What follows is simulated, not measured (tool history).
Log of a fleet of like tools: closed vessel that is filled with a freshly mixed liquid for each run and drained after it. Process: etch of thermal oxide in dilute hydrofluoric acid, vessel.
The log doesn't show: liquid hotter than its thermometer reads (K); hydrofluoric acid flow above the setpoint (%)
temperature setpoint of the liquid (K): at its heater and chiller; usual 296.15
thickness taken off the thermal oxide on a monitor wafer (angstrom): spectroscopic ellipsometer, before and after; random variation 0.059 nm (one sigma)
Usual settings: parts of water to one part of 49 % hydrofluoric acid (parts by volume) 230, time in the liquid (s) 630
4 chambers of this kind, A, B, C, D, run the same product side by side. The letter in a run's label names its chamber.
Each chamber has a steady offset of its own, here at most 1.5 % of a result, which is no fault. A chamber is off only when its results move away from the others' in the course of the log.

run	hour	temperature setpoint of the liquid (K)	parts of water to one part of 49 % hydrofluoric acid (parts by volume)	time in the liquid (s)	hours since the thermometer was replaced	hours since the hydrofluoric acid flow meter was replaced	read-back film thickness of the thermal oxide reference wafer, read on the same gauge (nm)	thickness taken off the thermal oxide on a monitor wafer (angstrom)
1C	5.9	296.15	230	630	855.5	517.6	110.05	111.89
2B	11	296.15	230	630	1267.4	1563	110	112.03
3D	19	296.15	230	630	1566.1	347.8	110.04	113.3
4A	25.2	296.15	230	630	113.2	349.3	110	113.47
5A	31.2	296.15	230	630	119.2	355.3	109.96	113.23
6D	38.1	296.15	320	300	1585.2	366.9	110.01	35.628
7B	46.3	296.15	320	300	1302.7	1598.3	109.96	35.025
8C	50.6	296.15	320	300	900.2	562.3	110.02	35.536
9D	57.8	296.15	320	300	1604.9	386.6	109.98	35.944
10C	64.5	296.15	230	630	914.1	576.2	109.96	112.88
11B	69.3	296.15	230	630	1325.7	1621.3	110.01	111.16
12A	73.4	296.15	230	630	161.4	397.5	110.04	114.86
13A	78.1	296.15	230	630	166.1	402.2	110	113.54
14D	82.5	296.15	230	630	1629.6	411.3	109.98	113.94
15B	90.8	296.15	165	630	1347.2	1642.8	110	166.97
16C	95.7	296.15	165	630	945.3	607.4	109.99	170.52
17C	101.8	296.15	165	630	951.4	613.5	110.02	169.72
18A	109.3	296.15	165	630	197.3	433.4	110.01	169.55
19D	113.5	291.15	230	835	1660.6	442.3	110.05	124.19
20B	122	291.15	230	835	1378.4	1674	110.01	122.52
21B	126.3	291.15	230	835	1382.7	1678.3	110	123.62
22A	132.3	291.15	230	835	220.3	456.4	110.01	123.83
23D	137.4	296.15	230	630	1684.5	466.2	110.04	114.34
24C	141.5	296.15	230	630	991.1	653.2	110	112.85

All 4 chambers run these settings next. Forecast each chamber's results:
25A	147.7	296.15	230	630				?
25B	147.7	296.15	230	630				?
25C	147.7	296.15	230	630				?
25D	147.7	296.15	230	630				?

run	thickness taken off the thermal oxide on a monitor wafer (angstrom)
25A	113.4
25B	111.3
25C	113.24
25D	113.5
